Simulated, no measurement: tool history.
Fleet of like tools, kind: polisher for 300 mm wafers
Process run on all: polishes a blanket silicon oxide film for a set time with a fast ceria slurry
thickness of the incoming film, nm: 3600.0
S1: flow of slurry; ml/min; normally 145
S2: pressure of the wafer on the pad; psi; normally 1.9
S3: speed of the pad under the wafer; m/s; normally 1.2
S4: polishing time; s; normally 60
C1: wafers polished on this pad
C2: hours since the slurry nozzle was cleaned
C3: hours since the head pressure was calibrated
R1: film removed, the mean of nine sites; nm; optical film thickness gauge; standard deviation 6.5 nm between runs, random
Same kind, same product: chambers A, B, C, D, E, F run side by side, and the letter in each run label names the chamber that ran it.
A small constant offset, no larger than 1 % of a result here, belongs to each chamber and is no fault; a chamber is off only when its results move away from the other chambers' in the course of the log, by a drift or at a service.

| run | day | S1 | S2 | S3 | S4 | C1 | C2 | C3 | R1 |
|---|---|---|---|---|---|---|---|---|---|
|  | 0.071 | chamber E: head pressure recalibrated |
| 1D | 0.138 | 145 | 1.9 | 1.2 | 60 | 1162 | 83.6 | 852.7 | 757.44 |
| 2F | 0.250 | 145 | 1.9 | 1.2 | 60 | 300 | 267.2 | 196.9 | 769.92 |
|  | 0.300 | chamber B: head pressure recalibrated |
| 3A | 0.450 | 145 | 1.9 | 1.2 | 60 | 290 | 541.4 | 239.6 | 752.55 |
| 4E | 0.575 | 145 | 1.9 | 1.2 | 60 | 280 | 417.6 | 12.2 | 762.75 |
|  | 0.579 | chamber A: slurry nozzle cleaned |
|  | 0.700 | chamber D: worn pad replaced by a new one |
| 5B | 0.750 | 145 | 1.9 | 1.2 | 60 | 638 | 307.3 | 10.8 | 766.67 |
|  | 0.875 | chamber F: slurry nozzle cleaned |
|  | 0.912 | chamber D: head pressure recalibrated |
| 6C | 0.979 | 145 | 1.9 | 1.2 | 60 | 569 | 210.5 | 99.8 | 746.54 |
|  | 1.008 | chamber B: worn pad replaced by a new one |
| 7B | 1.117 | 145 | 1.9 | 1.2 | 60 | 32 | 316.1 | 19.6 | 755.24 |
|  | 1.129 | chamber A: worn pad replaced by a new one |
| 8A | 1.292 | 145 | 1.9 | 1.2 | 60 | 47 | 17.2 | 259.8 | 764.95 |
| 9C | 1.500 | 145 | 1.9 | 1.2 | 60 | 720 | 223.0 | 112.3 | 758.77 |
| 10F | 1.688 | 145 | 1.9 | 1.2 | 60 | 717 | 19.5 | 231.4 | 765.15 |
| 11D | 1.796 | 145 | 1.9 | 1.2 | 60 | 318 | 123.4 | 21.2 | 745.68 |
| 12E | 1.929 | 145 | 1.9 | 1.2 | 60 | 673 | 450.1 | 44.7 | 763.21 |
| 13F | 2.092 | 145 | 1.9 | 1.2 | 60 | 834 | 29.2 | 241.1 | 754.65 |
| 14D | 2.204 | 145 | 1.9 | 1.2 | 60 | 436 | 133.2 | 31.0 | 759.34 |
|  | 2.300 | chamber F: worn pad replaced by a new one |
| 15C | 2.396 | 145 | 1.9 | 1.2 | 60 | 980 | 244.5 | 133.8 | 761.90 |
| 16A | 2.533 | 145 | 1.9 | 1.2 | 60 | 408 | 47.0 | 289.6 | 764.40 |
| 17E | 2.758 | 145 | 1.9 | 1.2 | 60 | 913 | 470.0 | 64.6 | 755.15 |
| 18B | 2.988 | 145 | 1.9 | 1.2 | 60 | 575 | 361.0 | 64.5 | 746.26 |
|  | 3.021 | chamber E: worn pad replaced by a new one |
| 19B | 3.096 | 145 | 1.9 | 1.2 | 60 | 606 | 363.6 | 67.1 | 747.43 |
| 20F | 3.242 | 145 | 1.9 | 1.2 | 60 | 273 | 56.8 | 268.7 | 763.62 |
|  | 3.308 | chamber A: worn pad replaced by a new one |
|  | 3.417 | chamber C: worn pad replaced by a new one |
| 21D | 3.475 | 145 | 1.9 | 1.2 | 60 | 805 | 163.7 | 61.5 | 752.96 |
| 22C | 3.704 | 145 | 1.9 | 1.2 | 60 | 84 | 275.9 | 165.2 | 775.94 |
|  | 3.833 | chamber B: worn pad replaced by a new one |
| 23E | 3.938 | 145 | 1.9 | 1.2 | 60 | 266 | 498.3 | 92.9 | 753.10 |
| 24A | 4.042 | 145 | 1.9 | 1.2 | 60 | 213 | 83.2 | 325.8 | 751.80 |
| 25D | 4.242 | 145 | 1.9 | 1.2 | 60 | 1028 | 182.1 | 79.9 | 758.09 |
| 26C | 4.412 | 145 | 1.9 | 1.2 | 60 | 290 | 292.9 | 182.2 | 771.84 |
| 27E | 4.538 | 145 | 1.9 | 1.2 | 60 | 440 | 512.7 | 107.3 | 752.55 |
| 28F | 4.717 | 145 | 1.9 | 1.2 | 60 | 701 | 92.2 | 304.1 | 760.52 |
| 29A | 4.883 | 145 | 1.9 | 1.2 | 60 | 457 | 103.4 | 346.0 | 750.05 |
|  | 5.054 | chamber A: worn pad replaced by a new one |
|  | 5.096 | chamber D: worn pad replaced by a new one |
| 30B | 5.108 | 145 | 1.9 | 1.2 | 60 | 370 | 411.9 | 115.4 | 721.29 |
| 31A | 5.333 | 145 | 1.9 | 1.2 | 60 | 82 | 114.2 | 356.8 | 753.23 |
| 32D | 5.458 | 145 | 1.9 | 1.2 | 60 | 105 | 211.3 | 109.1 | 773.60 |
|  | 5.479 | chamber F: worn pad replaced by a new one |
| 33E | 5.604 | 145 | 1.9 | 1.2 | 60 | 750 | 538.3 | 132.9 | 758.55 |
| 34F | 5.800 | 145 | 2.3 | 1.2 | 60 | 94 | 118.2 | 330.1 | 917.50 |
| 35B | 5.925 | 145 | 2.3 | 1.2 | 60 | 607 | 431.5 | 135.0 | 857.94 |
| 36C | 6.054 | 145 | 2.3 | 1.2 | 60 | 766 | 332.3 | 221.6 | 917.38 |
| 37A | 6.279 | 145 | 2.3 | 1.2 | 60 | 356 | 136.9 | 379.5 | 913.35 |
| 38E | 6.446 | 145 | 2.3 | 1.2 | 60 | 994 | 558.5 | 153.1 | 918.48 |
| 39F | 6.629 | 145 | 2.3 | 1.2 | 60 | 334 | 138.1 | 350.0 | 937.43 |
| 40C | 6.838 | 145 | 1.9 | 1.2 | 60 | 993 | 351.1 | 240.4 | 759.98 |
|  | 7.071 | chamber B: worn pad replaced by a new one |
| 41D | 7.071 | 145 | 1.9 | 1.2 | 60 | 573 | 250.0 | 147.8 | 751.84 |
| 42B | 7.175 | 145 | 1.9 | 1.2 | 60 | 30 | 461.5 | 165.0 | 692.73 |

Does one chamber stand apart from the rest, does the shared gauge drift, or is all well apart from small per-chamber offsets? Give the chamber and the most likely cause, where there is one.

One chamber, B, drifts off from the rest bit by bit.
Likeliest cause: slurry flow missing at the pad, % = 29.2.
It could be hard to tell apart here from: head's pressure below its setpoint, %.

Here are 4 candidates for chamber B's next run, each the usual settings with a change, their results left as question marks. Which one brings its results back in line with what the others give on the usual settings?
A result is in line if it is within this distance of the other chambers' mean on the usual settings: R1 23.00 nm
| 43B-1 | 7.350 | 145 | 1.9 | 1.20 | 56 |  |  |  | ? |
| 43B-2 | 7.350 | 145 | 1.9 | 1.28 | 60 |  |  |  | ? |
| 43B-3 | 7.350 | 145 | 1.9 | 1.18 | 60 |  |  |  | ? |
| 43B-4 | 7.350 | 145 | 1.9 | 1.22 | 60 |  |  |  | ? |

The mean the other chambers reach with the usual settings: R1 759.36 nm
| run | R1 |
|---|---|
| 43B-1 | 657.86 |
| 43B-2 | 752.45 |
| 43B-3 | 692.96 |
| 43B-4 | 716.75 |
With 43B-2, the chamber falls back in line with the rest.
